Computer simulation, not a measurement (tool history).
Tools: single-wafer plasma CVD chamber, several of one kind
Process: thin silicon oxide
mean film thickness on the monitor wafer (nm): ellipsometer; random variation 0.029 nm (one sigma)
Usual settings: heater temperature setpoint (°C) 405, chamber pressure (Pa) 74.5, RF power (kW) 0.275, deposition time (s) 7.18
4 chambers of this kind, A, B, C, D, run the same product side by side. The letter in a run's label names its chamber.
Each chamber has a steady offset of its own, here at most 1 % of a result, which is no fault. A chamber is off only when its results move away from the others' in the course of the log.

run	day	heater temperature setpoint (°C)	chamber pressure (Pa)	RF power (kW)	deposition time (s)	hours since the last thermocouple change	hours since the last RF generator calibration	hours since the last manometer calibration	read-back reference wafer on the same gauge, thickness_nm	mean film thickness on the monitor wafer (nm)
1A	0.167	405	74.5	0.275	7.18	728.8	1036.6	1090.3	9.3465	8.6763
2C	0.283	405	74.5	0.275	7.18	1942.4	51.1	1540.1	9.3435	8.7568
3B	0.388	405	74.5	0.275	7.18	430.6	1645.5	2169.2	9.3341	8.6486
4D	0.546	405	74.5	0.275	7.18	1152.3	545.4	2402.8	9.3438	8.8057
5A	0.692	405	74.5	0.275	7.18	741.4	1049.2	1102.9	9.3384	8.6959
6B	0.829	405	74.5	0.275	7.18	441.2	1656.1	2179.8	9.3420	8.6436
7D	0.958	405	74.5	0.275	7.18	1162.2	555.3	2412.7	9.3395	8.7439
8C	1.088	405	60.1	0.275	8.38	1961.7	70.4	1559.4	9.3375	7.9768
9B	1.279	405	60.1	0.275	8.38	452.0	1666.9	2190.6	9.3478	7.9135
# day 1.342: chamber A: capacitance manometer re-zeroed and calibrated
10C	1.483	405	60.1	0.275	8.38	1971.2	79.9	1568.9	9.3416	7.9485
11D	1.679	405	60.1	0.275	8.38	1179.5	572.6	2430.0	9.3423	7.9862
12A	1.862	405	74.5	0.275	7.18	769.5	1077.3	12.5	9.3356	8.7183
13D	1.988	405	74.5	0.275	7.18	1186.9	580.0	2437.4	9.3363	8.7267
14B	2.167	405	74.5	0.275	7.18	473.3	1688.2	2211.9	9.3376	8.6420
15A	2.292	405	74.5	0.275	7.18	779.8	1087.6	22.8	9.3457	8.7067
# day 2.383: chamber D: capacitance manometer re-zeroed and calibrated
16C	2.508	405	74.5	0.275	7.18	1995.8	104.5	1593.5	9.3332	8.7879
# day 2.538: chamber B: RF generator calibrated
17A	2.712	405	74.5	0.275	5.85	789.9	1097.7	32.9	9.3470	7.1229
18C	2.900	405	74.5	0.275	5.85	2005.2	113.9	1602.9	9.3390	7.1886
19D	3.062	405	74.5	0.275	5.85	1212.7	605.8	16.4	9.3433	7.2617
20B	3.275	405	74.5	0.275	5.85	499.9	17.8	2238.5	9.3356	7.0580
21D	3.417	391	74.5	0.275	7.18	1221.2	614.3	24.9	9.3462	9.0083
22B	3.554	391	74.5	0.275	7.18	506.6	24.5	2245.2	9.3462	8.7799
23C	3.704	391	74.5	0.275	7.18	2024.5	133.2	1622.2	9.3389	8.9230
24A	3.829	391	74.5	0.275	7.18	816.7	1124.5	59.7	9.3379	8.8217

Is one chamber off against the others, does the gauge drift, or is nothing wrong? If a chamber is off, say which, and what the likeliest cause is.

A service left chamber D off against the others.
Cause: true pressure above the setpoint (%) = 2.

Here are 4 candidates for chamber D's next run, each the usual settings with a change, their results left as question marks. Which one brings its results back in line with what the others give on the usual settings?
In line means no further than this from the other chambers' mean on the usual settings: mean film thickness on the monitor wafer (nm) 0.1000
25D-1	3.992	405	73.6	0.275	7.13					?
25D-2	3.992	405	72.8	0.275	7.08					?
25D-3	3.992	405	76.3	0.275	7.28					?
25D-4	3.992	405	76.0	0.275	7.18					?

The other chambers' mean on the usual settings: mean film thickness on the monitor wafer (nm) 8.7289
run	mean film thickness on the monitor wafer (nm)
25D-1	8.7321
25D-2	8.5640
25D-3	9.2788
25D-4	9.1166
25D-1 brings the chamber back in line.
